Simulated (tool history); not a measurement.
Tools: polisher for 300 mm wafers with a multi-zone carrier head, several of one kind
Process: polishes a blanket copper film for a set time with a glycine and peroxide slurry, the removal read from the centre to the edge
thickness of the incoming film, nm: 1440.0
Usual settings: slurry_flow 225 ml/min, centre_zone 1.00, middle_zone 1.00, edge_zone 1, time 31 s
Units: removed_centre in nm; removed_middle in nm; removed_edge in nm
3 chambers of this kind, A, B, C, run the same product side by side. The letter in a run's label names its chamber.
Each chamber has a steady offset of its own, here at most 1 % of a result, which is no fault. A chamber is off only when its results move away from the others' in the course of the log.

run   hour  slurry_flow  centre_zone  middle_zone  edge_zone  time  removed_centre  removed_middle  removed_edge
       3.5  -- chamber C: worn pad replaced by a new one
 1B    7.3          225         1.00         1.00          1    31          200.09          200.98        204.73
 2C   12.5          225         1.00         1.00          1    31          201.19          202.32        203.94
 3A   22.1          225         1.00         1.00          1    31          204.58          198.68        198.11
 4C   31.4          225         1.00         1.00          1    31          200.25          201.30        203.13
      34.2  -- chamber A: worn pad replaced by a new one
 5B   41.4          150         1.00         1.00          1    36          215.75          217.69        227.13
 6A   46.1          150         1.00         1.00          1    36          222.69          218.10        227.46
      47.1  -- chamber C: worn pad replaced by a new one
      51.0  -- chamber B: worn pad replaced by a new one
 7A   52.7          150         1.00         1.00          1    36          219.68          217.73        224.50
 8B   59.8          225         1.00         1.00          1    31          204.65          200.90        204.48
 9C   70.2          225         1.00         1.00          1    31          195.70          202.71        204.46
      73.8  -- chamber A: edge zone pressure recalibrated
10A   75.4          225         1.00         1.00          1    31          207.52          198.95        201.88
      85.4  -- chamber A: worn pad replaced by a new one
11B   86.1          225         1.00         1.00          1    31          201.76          203.80        204.08
12C   93.0          225         1.00         1.00          1    31          202.86          201.41        199.84
      93.3  -- chamber C: worn pad replaced by a new one
13A   99.2          225         1.00         1.00          1    31          206.05          201.96        201.88
     104.3  -- chamber B: worn pad replaced by a new one
14B  107.3          225         1.00         1.00          1    31          206.85          204.52        203.19
15C  112.8          225         1.00         1.00          1    31          200.68          199.35        202.26
16A  123.4          225         1.00         1.00          1    31          213.99          198.78        200.17
17C  130.3          225         1.00         1.00          1    21          136.34          135.03        137.20
     137.2  -- chamber B: slurry nozzle cleaned
     138.0  -- chamber C: worn pad replaced by a new one
18B  138.6          225         1.00         1.00          1    21          138.40          137.60        137.48
     140.2  -- chamber A: worn pad replaced by a new one
     144.8  -- chamber C: edge zone pressure recalibrated
19A  147.5          225         1.00         1.00          1    21          142.55          135.38        137.13
20B  153.6          225         1.00         1.00          1    31          201.56          202.48        204.24
21C  159.0          225         1.00         1.00          1    31          200.19          201.56        203.77
     164.8  -- chamber B: worn pad replaced by a new one
22B  165.9          225         1.00         1.00          1    31          203.90          203.75        204.73
23A  174.6          225         1.00         1.00          1    31          215.84          198.13        200.04
     179.5  -- chamber C: worn pad replaced by a new one
24C  184.9          225         1.00         1.00          1    31          204.24          201.33        201.60
     185.5  -- chamber A: worn pad replaced by a new one
25C  190.5          225         1.00         1.00          1    31          204.89          204.02        205.16
26A  195.7          225         1.00         1.00          1    31          222.30          202.13        200.57
27B  204.7          160         1.00         1.00          1    31          190.72          191.22        197.00
28B  209.9          160         1.00         1.00          1    31          192.51          191.23        197.77
29C  219.4          160         1.00         1.00          1    31          193.30          190.33        196.31
     226.8  -- chamber C: worn pad replaced by a new one
30A  227.5          225         1.00         1.00          1    31          217.88          198.72        201.94
     232.1  -- chamber A: worn pad replaced by a new one
31C  237.1          225         1.00         1.00          1    31          203.34          202.75        202.27
32A  242.8          225         1.12         1.00          1    31          252.25          201.28        203.88

All 3 chambers run these settings next. Forecast each chamber's results:
33A  250.6          225         1.00         0.93          1    31               ?               ?             ?
33B  250.6          225         1.00         0.93          1    31               ?               ?             ?
33C  250.6          225         1.00         0.93          1    31               ?               ?             ?

run  removed_centre  removed_middle  removed_edge
33A          229.27          187.80        202.71
33B          203.03          186.54        205.87
33C          202.85          187.99        202.32
